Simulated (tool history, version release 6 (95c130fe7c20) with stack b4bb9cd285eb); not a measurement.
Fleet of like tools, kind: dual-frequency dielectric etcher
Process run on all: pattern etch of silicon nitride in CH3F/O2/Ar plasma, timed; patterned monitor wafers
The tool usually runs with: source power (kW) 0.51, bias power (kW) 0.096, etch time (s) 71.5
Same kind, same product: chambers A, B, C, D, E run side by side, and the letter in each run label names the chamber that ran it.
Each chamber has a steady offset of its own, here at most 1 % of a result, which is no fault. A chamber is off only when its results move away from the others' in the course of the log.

| run | hour | source power (kW) | bias power (kW) | etch time (s) | hours since the last wet clean | hours since the last source power generator calibration | hours since the last bias power generator calibration | read-back reference wafer on the same gauge, depth_nm | mean etch depth across the wafer (nm) |
|---|---|---|---|---|---|---|---|---|---|
| 1D | 4.4 | 0.51 | 0.096 | 71.5 | 236.6 | 2015.6 | 2835.2 | 63.261 | 60.589 |
|  | 8.6 | chamber C: wet clean of the chamber |
| 2C | 12.9 | 0.51 | 0.096 | 71.5 | 4.4 | 2643.5 | 2665.8 | 63.242 | 60.771 |
| 3E | 19.4 | 0.51 | 0.096 | 71.5 | 410.1 | 19.9 | 1109.5 | 63.291 | 60.8 |
| 4A | 27 | 0.51 | 0.096 | 71.5 | 397.6 | 1728.8 | 2859.9 | 63.299 | 60.336 |
| 5B | 34.4 | 0.51 | 0.096 | 71.5 | 157.5 | 640.8 | 1249.7 | 63.347 | 60.966 |
| 6D | 40.5 | 0.51 | 0.096 | 71.5 | 272.7 | 2051.7 | 2871.3 | 63.324 | 60.873 |
| 7B | 45 | 0.51 | 0.096 | 71.5 | 168.1 | 651.4 | 1260.3 | 63.29 | 60.678 |
| 8C | 51.5 | 0.51 | 0.096 | 71.5 | 43 | 2682.1 | 2704.4 | 63.297 | 61.267 |
| 9A | 58.7 | 0.51 | 0.096 | 71.5 | 429.3 | 1760.5 | 2891.6 | 63.322 | 60.28 |
| 10E | 66.7 | 0.51 | 0.096 | 71.5 | 457.4 | 67.2 | 1156.8 | 63.302 | 60.848 |
| 11E | 73 | 0.56 | 0.096 | 56 | 463.7 | 73.5 | 1163.1 | 63.331 | 49.271 |
| 12C | 80.6 | 0.56 | 0.096 | 56 | 72.1 | 2711.2 | 2733.5 | 63.267 | 49.385 |
| 13B | 86.8 | 0.56 | 0.096 | 56 | 209.9 | 693.2 | 1302.1 | 63.329 | 49.658 |
| 14A | 92.6 | 0.56 | 0.096 | 56 | 463.2 | 1794.4 | 2925.5 | 63.277 | 48.598 |
| 15D | 100.2 | 0.56 | 0.096 | 56 | 332.4 | 2111.4 | 2931 | 63.29 | 49.365 |
| 16E | 106.7 | 0.51 | 0.096 | 71.5 | 497.4 | 107.2 | 1196.8 | 63.317 | 60.816 |
| 17A | 113.2 | 0.51 | 0.096 | 71.5 | 483.8 | 1815 | 2946.1 | 63.318 | 60.211 |
| 18D | 118.3 | 0.51 | 0.096 | 71.5 | 350.5 | 2129.5 | 2949.1 | 63.298 | 60.871 |
| 19C | 124.1 | 0.51 | 0.096 | 71.5 | 115.6 | 2754.7 | 2777 | 63.301 | 60.824 |
| 20B | 128.2 | 0.51 | 0.096 | 71.5 | 251.3 | 734.6 | 1343.5 | 63.289 | 60.966 |
| 21B | 135.1 | 0.51 | 0.096 | 71.5 | 258.2 | 741.5 | 1350.4 | 63.233 | 61.1 |
| 22D | 142.2 | 0.51 | 0.096 | 71.5 | 374.4 | 2153.4 | 2973 | 63.329 | 60.89 |
| 23C | 149.5 | 0.51 | 0.096 | 71.5 | 141 | 2780.1 | 2802.4 | 63.305 | 61.257 |
| 24A | 158 | 0.51 | 0.096 | 71.5 | 528.6 | 1859.8 | 2990.9 | 63.369 | 60.079 |
| 25E | 166.6 | 0.51 | 0.096 | 71.5 | 557.3 | 167.1 | 1256.7 | 63.284 | 61.74 |
| 26E | 173.8 | 0.51 | 0.096 | 71.5 | 564.5 | 174.3 | 1263.9 | 63.351 | 61.723 |
| 27A | 180.9 | 0.51 | 0.096 | 71.5 | 551.5 | 1882.7 | 3013.8 | 63.298 | 59.963 |
| 28D | 187 | 0.51 | 0.096 | 71.5 | 419.2 | 2198.2 | 3017.8 | 63.287 | 60.611 |
| 29C | 193.6 | 0.51 | 0.096 | 71.5 | 185.1 | 2824.2 | 2846.5 | 63.294 | 61.193 |
| 30B | 197.6 | 0.51 | 0.096 | 71.5 | 320.7 | 804 | 1412.9 | 63.305 | 61.141 |
| 31D | 205 | 0.51 | 0.096 | 71.5 | 437.2 | 2216.2 | 3035.8 | 63.317 | 60.497 |
| 32E | 209.5 | 0.51 | 0.096 | 71.5 | 600.2 | 210 | 1299.6 | 63.286 | 62.184 |
| 33B | 214.2 | 0.51 | 0.096 | 71.5 | 337.3 | 820.6 | 1429.5 | 63.262 | 61.049 |
| 34C | 222.8 | 0.51 | 0.096 | 71.5 | 214.3 | 2853.4 | 2875.7 | 63.342 | 60.889 |
|  | 225.7 | chamber A: wet clean of the chamber |
| 35A | 231.5 | 0.51 | 0.096 | 71.5 | 5.9 | 1933.3 | 3064.4 | 63.298 | 60.476 |
| 36D | 235.8 | 0.51 | 0.096 | 71.5 | 468 | 2247 | 3066.6 | 63.267 | 60.382 |
| 37A | 240.4 | 0.51 | 0.096 | 71.5 | 14.8 | 1942.2 | 3073.3 | 63.301 | 60.137 |
| 38B | 245.1 | 0.51 | 0.096 | 71.5 | 368.2 | 851.5 | 1460.4 | 63.289 | 61.003 |
| 39C | 253.6 | 0.51 | 0.096 | 71.5 | 245.1 | 2884.2 | 2906.5 | 63.337 | 61.206 |
| 40E | 262.3 | 0.51 | 0.096 | 71.5 | 653 | 262.8 | 1352.4 | 63.31 | 62.727 |

Which is it: a chamber that has drifted or been left off by a service, a gauge drift common to all chambers, or only each chamber's usual small offset? If a chamber is off, name it and its likeliest cause.

One chamber, E, drifts off from the rest bit by bit.
Cause: etch rate over this chamber's usual, % = 3.13.

Chamber E could run next with any of the 4 candidate recipes listed below; each alters the usual settings, and their results appear as question marks. Which one brings its results back in line with what the other chambers deliver on the usual settings?
To be in line, a result may differ from the other chambers' mean on the usual settings by at most: mean etch depth across the wafer (nm) 0.6
| 41E-1 | 268.5 | 0.47 | 0.096 | 71.5 |  |  |  |  | ? |
| 41E-2 | 268.5 | 0.56 | 0.096 | 71.5 |  |  |  |  | ? |
| 41E-3 | 268.5 | 0.51 | 0.093 | 71.5 |  |  |  |  | ? |
| 41E-4 | 268.5 | 0.51 | 0.096 | 72 |  |  |  |  | ? |

Average result of the remaining chambers running the usual settings: mean etch depth across the wafer (nm) 60.724
| run | mean etch depth across the wafer (nm) |
|---|---|
| 41E-1 | 60.881 |
| 41E-2 | 65.028 |
| 41E-3 | 62.082 |
| 41E-4 | 63.217 |
41E-1 brings the chamber back in line.
